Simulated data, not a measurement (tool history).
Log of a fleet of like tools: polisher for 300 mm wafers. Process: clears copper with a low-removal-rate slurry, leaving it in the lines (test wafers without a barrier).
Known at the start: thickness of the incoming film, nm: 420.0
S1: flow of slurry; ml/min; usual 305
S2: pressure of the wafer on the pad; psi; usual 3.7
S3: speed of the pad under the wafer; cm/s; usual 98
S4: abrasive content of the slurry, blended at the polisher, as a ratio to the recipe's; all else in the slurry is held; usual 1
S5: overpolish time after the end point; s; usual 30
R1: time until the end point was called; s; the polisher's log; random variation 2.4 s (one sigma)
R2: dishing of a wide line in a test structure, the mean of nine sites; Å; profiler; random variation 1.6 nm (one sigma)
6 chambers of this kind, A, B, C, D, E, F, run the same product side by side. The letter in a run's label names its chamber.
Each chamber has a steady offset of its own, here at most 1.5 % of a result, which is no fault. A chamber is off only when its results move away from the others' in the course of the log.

run   hour   S1   S2  S3   S4  S5      R1      R2
      11.3  -- chamber A: worn pad replaced by a new one
 1B   12.5  305  3.7  98    1  30  127.61  636.45
 2E   22.6  305  3.7  98    1  30  126.72  636.76
      27.9  -- chamber D: worn pad replaced by a new one
      33.9  -- chamber C: worn pad replaced by a new one
 3D   36.3  305  3.7  98    1  30  126.17  630.78
 4F   43.5  305  3.7  98    1  30  124.65  636.41
 5C   56.3  305  3.7  72    1  30  167.94  499.19
 6A   69.2  305  3.7  72    1  30  169.51  490.92
 7F   76.5  305  3.7  72    1  30  170.98   504.6
      79.4  -- chamber F: worn pad replaced by a new one
      81.6  -- chamber B: slurry nozzle cleaned
 8A   85.7  305  3.7  72    1  30  171.71  493.97
      88.2  -- chamber E: slurry blender recalibrated
      90.4  -- chamber B: worn pad replaced by a new one
 9B  100.7  305  3.7  72    1  30  168.87  512.93
     101.8  -- chamber E: worn pad replaced by a new one
10D  108.5  305  3.7  72    1  30  170.76   513.3
     116.4  -- chamber F: slurry blender recalibrated
11E  117.8  305  3.7  98    1  30  125.01  631.25
     123.5  -- chamber C: slurry blender recalibrated
     127.6  -- chamber C: worn pad replaced by a new one
12C  130.6  305  3.7  98    1  30  122.85  632.76
     137.1  -- chamber D: slurry blender recalibrated
13E  142.8  305  3.7  98    1  30  129.56  617.24
     144.2  -- chamber A: worn pad replaced by a new one
14F  153.1  305  3.7  98    1  30  126.58  641.72
15A  164.7  305  4.5  98    1  30  106.84  739.63
     171.8  -- chamber D: worn pad replaced by a new one
     173.1  -- chamber F: worn pad replaced by a new one
     176.1  -- chamber B: worn pad replaced by a new one
16C    177  305  4.5  98    1  30  99.818  749.45
     177.3  -- chamber C: slurry nozzle cleaned
17B  186.5  305  4.5  98    1  30  104.12  768.31
18D  197.5  305  4.5  98    1  30  105.07  748.33
19D  205.4  305  4.5  98    1  30  105.22  726.41
     207.6  -- chamber D: slurry nozzle cleaned
     209.1  -- chamber E: worn pad replaced by a new one
       213  -- chamber C: worn pad replaced by a new one
     217.8  -- chamber F: head pressure recalibrated
20F    219  305  4.5  98    1  30  101.17  771.44
     222.5  -- chamber A: slurry blender recalibrated
21E  232.2  305  3.7  98    1  30  125.69  641.42
     241.5  -- chamber A: slurry nozzle cleaned
22A  245.5  305  3.7  98    1  16  132.31  352.93
     248.3  -- chamber D: head pressure recalibrated
     251.2  -- chamber B: worn pad replaced by a new one
     252.3  -- chamber F: slurry blender recalibrated
23B  255.3  305  3.7  98    1  16  125.15   389.5
24C    263  305  3.7  98    1  16  122.57  387.42
     271.8  -- chamber F: worn pad replaced by a new one
25F  274.4  305  3.7  98    1  16   124.8  394.92
     279.5  -- chamber A: worn pad replaced by a new one
26B  286.7  305  3.7  98    1  16  126.49  397.64
     293.1  -- chamber D: worn pad replaced by a new one
27E  299.1  305  3.7  98    1  16  125.96  355.17
     299.8  -- chamber C: worn pad replaced by a new one
     311.3  -- chamber E: worn pad replaced by a new one
28C  312.5  305  3.7  98    1  30   122.1  668.38
     317.2  -- chamber C: slurry blender recalibrated
29D  320.2  305  3.7  98    1  30  124.97  645.45
     324.5  -- chamber B: slurry nozzle cleaned
     327.8  -- chamber E: slurry nozzle cleaned
30A  332.1  305  3.7  98    1  30  136.49  604.49
     338.8  -- chamber D: slurry blender recalibrated
     339.1  -- chamber B: worn pad replaced by a new one
31F  343.6  305  3.7  98    1  30  126.64  627.31
32D  356.7  305  3.7  98    1  30  130.13  632.85
     360.3  -- chamber B: slurry blender recalibrated
33A  366.6  305  3.7  98    1  30  139.59  546.85
     371.6  -- chamber C: worn pad replaced by a new one
     372.4  -- chamber E: slurry blender recalibrated
     373.1  -- chamber E: head pressure recalibrated
34C    380  305  3.7  98    1  30  125.24  636.48
35E    389  305  3.7  98    1  30   126.1  649.87
36B  401.6  305  4.2  98  1.2  30   103.5  749.93
37B  411.8  305  4.2  98  1.2  30   105.9  720.37

Next, every chamber runs the same settings. What will each give?
38A  422.8  305  3.7  74   1  30   ?   ?
38B  422.8  305  3.7  74   1  30   ?   ?
38C  422.8  305  3.7  74   1  30   ?   ?
38D  422.8  305  3.7  74   1  30   ?   ?
38E  422.8  305  3.7  74   1  30   ?   ?
38F  422.8  305  3.7  74   1  30   ?   ?

run      R1      R2
38A  185.18  440.86
38B  165.82   522.2
38C  165.23  506.24
38D  163.59  515.34
38E  165.21  511.87
38F  169.31  500.11
